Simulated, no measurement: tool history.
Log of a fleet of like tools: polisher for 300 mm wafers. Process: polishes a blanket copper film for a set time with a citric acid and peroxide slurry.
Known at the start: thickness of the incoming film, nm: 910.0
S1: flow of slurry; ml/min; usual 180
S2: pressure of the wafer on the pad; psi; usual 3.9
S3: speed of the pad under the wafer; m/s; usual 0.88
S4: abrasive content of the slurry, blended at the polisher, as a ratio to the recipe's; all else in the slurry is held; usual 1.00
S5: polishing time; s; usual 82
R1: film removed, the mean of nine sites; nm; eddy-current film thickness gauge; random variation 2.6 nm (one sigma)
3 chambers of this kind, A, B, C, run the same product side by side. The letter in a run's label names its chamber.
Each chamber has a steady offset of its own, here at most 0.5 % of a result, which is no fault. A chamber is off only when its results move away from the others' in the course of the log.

run   hour   S1   S2    S3    S4  S5      R1
 1B    6.8  180  3.9  0.88  1.00  82  247.36
      10.6  -- chamber B: head pressure recalibrated
 2C   12.5  180  3.9  0.88  1.00  82  250.39
 3A   17.9  180  3.9  0.88  1.00  82  248.05
      24.0  -- chamber A: slurry blender recalibrated
 4A   26.8  180  3.9  0.88  1.00  82  247.13
 5B   34.1  180  3.9  0.88  1.00  82  249.54
 6C   43.6  180  3.9  0.88  1.00  82  249.61
      47.1  -- chamber B: slurry nozzle cleaned
 7C   48.6  180  3.9  0.88  1.00  82  245.09
 8B   56.4  180  3.9  0.88  1.00  82  250.97
 9A   62.7  180  3.9  0.88  1.00  82  252.16
      68.9  -- chamber C: worn pad replaced by a new one
      69.0  -- chamber B: worn pad replaced by a new one
10B   72.3  180  3.9  0.88  1.00  82  253.01
11A   80.1  180  3.9  0.88  1.00  82  248.30
      86.1  -- chamber A: worn pad replaced by a new one
12C   89.6  180  3.9  0.88  1.00  82  250.68
      95.9  -- chamber C: head pressure recalibrated
13B   97.0  180  3.9  0.88  1.00  82  252.63
14C  104.5  180  3.9  0.88  1.00  82  234.85
15A  109.1  180  3.9  0.88  1.00  82  248.58
16C  114.7  240  5.2  0.88  1.00  82  327.64
17B  122.0  240  5.2  0.88  1.00  82  346.07
18A  127.1  240  5.2  0.88  1.00  82  338.61
     129.4  -- chamber B: slurry blender recalibrated
19A  135.3  230  3.9  0.88  1.00  59  184.23
20B  140.0  230  3.9  0.88  1.00  59  189.36
21C  148.0  230  3.9  0.88  1.00  59  175.19
22C  152.4  180  3.9  0.88  1.00  82  236.31
23A  157.5  180  3.9  0.88  1.00  82  249.29
24B  162.7  180  3.9  0.88  1.00  82  248.83
25A  169.2  180  3.9  0.88  1.00  82  246.41
     173.0  -- chamber C: slurry nozzle cleaned
     173.6  -- chamber B: worn pad replaced by a new one
26C  177.6  180  3.9  0.88  1.00  82  237.41
     177.7  -- chamber C: slurry blender recalibrated
27B  187.0  180  3.9  0.88  1.00  82  249.55
28A  192.8  180  3.9  0.88  1.00  82  252.74
29C  200.8  150  3.9  0.88  1.00  60  171.26

Is one chamber off against the others, does the gauge drift, or is nothing wrong? If a chamber is off, say which, and what the likeliest cause is.

A service left chamber C off against the others.
Cause: head's pressure below its setpoint, % = 5.34.

Here are 4 candidates for chamber C's next run, each the usual settings with a change, their results left as question marks. Which one brings its results back in line with what the others give on the usual settings?
In line means no further than this from the other chambers' mean on the usual settings: R1 9.10 nm
30C-1  207.7  180  4.0  0.88  1.00  84   ?
30C-2  207.7  180  3.9  0.94  1.00  87   ?
30C-3  207.7  180  3.9  0.88  0.60  82   ?
30C-4  207.7  180  3.8  0.86  1.00  81   ?

The other chambers' mean on the usual settings: R1 249.51 nm
  run      R1
30C-1  248.44
30C-2  268.10
30C-3  213.30
30C-4  222.88
30C-1 brings the chamber back in line.

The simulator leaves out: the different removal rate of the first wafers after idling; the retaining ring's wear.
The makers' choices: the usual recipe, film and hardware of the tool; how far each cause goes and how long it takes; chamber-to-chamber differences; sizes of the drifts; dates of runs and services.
